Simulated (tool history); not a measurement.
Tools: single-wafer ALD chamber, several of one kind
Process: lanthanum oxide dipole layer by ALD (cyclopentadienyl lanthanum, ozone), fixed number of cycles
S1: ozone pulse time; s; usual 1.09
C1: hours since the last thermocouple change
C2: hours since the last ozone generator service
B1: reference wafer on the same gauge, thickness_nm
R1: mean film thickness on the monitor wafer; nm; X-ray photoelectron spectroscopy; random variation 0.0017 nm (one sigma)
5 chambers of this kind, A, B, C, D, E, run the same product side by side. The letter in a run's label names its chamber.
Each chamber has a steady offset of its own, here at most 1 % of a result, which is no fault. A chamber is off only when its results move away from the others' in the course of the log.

| run | day | S1 | C1 | C2 | B1 | R1 |
|---|---|---|---|---|---|---|
|  | 0.171 | chamber C: ozone generator serviced |
| 1B | 0.342 | 1.09 | 1846.2 | 1032.6 | 0.56436 | 0.51721 |
| 2C | 0.588 | 1.09 | 1040.4 | 10 | 0.56401 | 0.51357 |
| 3E | 0.929 | 1.09 | 494.8 | 327.3 | 0.56415 | 0.51022 |
| 4A | 1.096 | 1.09 | 1108.9 | 57.8 | 0.56418 | 0.50908 |
| 5D | 1.346 | 1.09 | 1418.9 | 310.2 | 0.56401 | 0.51432 |
| 6C | 1.675 | 1.09 | 1066.5 | 36.1 | 0.56414 | 0.51129 |
| 7D | 1.9 | 1.09 | 1432.2 | 323.5 | 0.56387 | 0.51519 |
| 8B | 2.192 | 1.09 | 1890.6 | 1077 | 0.56358 | 0.51606 |
| 9A | 2.375 | 0.73 | 1139.6 | 88.5 | 0.56378 | 0.44549 |
| 10E | 2.579 | 0.73 | 534.4 | 366.9 | 0.56434 | 0.439 |
| 11D | 2.854 | 0.73 | 1455.1 | 346.4 | 0.56427 | 0.44374 |
| 12A | 3.075 | 0.73 | 1156.4 | 105.3 | 0.56431 | 0.44307 |
| 13E | 3.408 | 0.73 | 554.3 | 386.8 | 0.56426 | 0.43416 |
| 14C | 3.696 | 1.09 | 1115 | 84.6 | 0.56379 | 0.51365 |
| 15B | 4.042 | 0.77 | 1935 | 1121.4 | 0.56417 | 0.45433 |
| 16B | 4.379 | 0.77 | 1943.1 | 1129.5 | 0.56365 | 0.45943 |
| 17D | 4.633 | 0.77 | 1497.8 | 389.1 | 0.56399 | 0.45607 |
| 18A | 4.95 | 0.77 | 1201.4 | 150.3 | 0.56399 | 0.4524 |
| 19C | 5.225 | 0.77 | 1151.7 | 121.3 | 0.56416 | 0.45713 |
| 20E | 5.396 | 1.09 | 602 | 434.5 | 0.56414 | 0.50634 |
| 21E | 5.667 | 1.09 | 608.5 | 441 | 0.56385 | 0.50376 |
| 22D | 5.833 | 1.09 | 1526.6 | 417.9 | 0.56379 | 0.51414 |
| 23B | 6.183 | 1.09 | 1986.4 | 1172.8 | 0.56349 | 0.51487 |
| 24C | 6.496 | 1.09 | 1182.2 | 151.8 | 0.56425 | 0.51523 |
| 25A | 6.667 | 1.09 | 1242.6 | 191.5 | 0.56423 | 0.51169 |
|  | 6.758 | chamber B: ozone generator serviced |
| 26B | 6.921 | 1.09 | 2004.1 | 3.9 | 0.56391 | 0.5149 |
| 27D | 7.15 | 1.33 | 1558.2 | 449.5 | 0.56426 | 0.54458 |
| 28C | 7.367 | 1.33 | 1203.1 | 172.7 | 0.5638 | 0.53457 |
| 29A | 7.604 | 1.33 | 1265.1 | 214 | 0.56377 | 0.53149 |
| 30E | 7.917 | 1.33 | 662.5 | 495 | 0.56423 | 0.52667 |
| 31C | 8.129 | 1.33 | 1221.4 | 191 | 0.5637 | 0.53968 |
| 32A | 8.325 | 1.09 | 1282.4 | 231.3 | 0.56375 | 0.50945 |
| 33D | 8.608 | 1.09 | 1593.2 | 484.5 | 0.56431 | 0.51677 |
| 34E | 8.879 | 1.09 | 685.6 | 518.1 | 0.56385 | 0.49894 |
| 35B | 9.229 | 1.09 | 2059.5 | 59.3 | 0.56413 | 0.51363 |

Next, every chamber runs the same settings. What will each give?
| 36A | 9.492 | 0.7 |  |  |  | ? |
| 36B | 9.492 | 0.7 |  |  |  | ? |
| 36C | 9.492 | 0.7 |  |  |  | ? |
| 36D | 9.492 | 0.7 |  |  |  | ? |
| 36E | 9.492 | 0.7 |  |  |  | ? |

| run | R1 |
|---|---|
| 36A | 0.43435 |
| 36B | 0.43573 |
| 36C | 0.43665 |
| 36D | 0.43536 |
| 36E | 0.41647 |
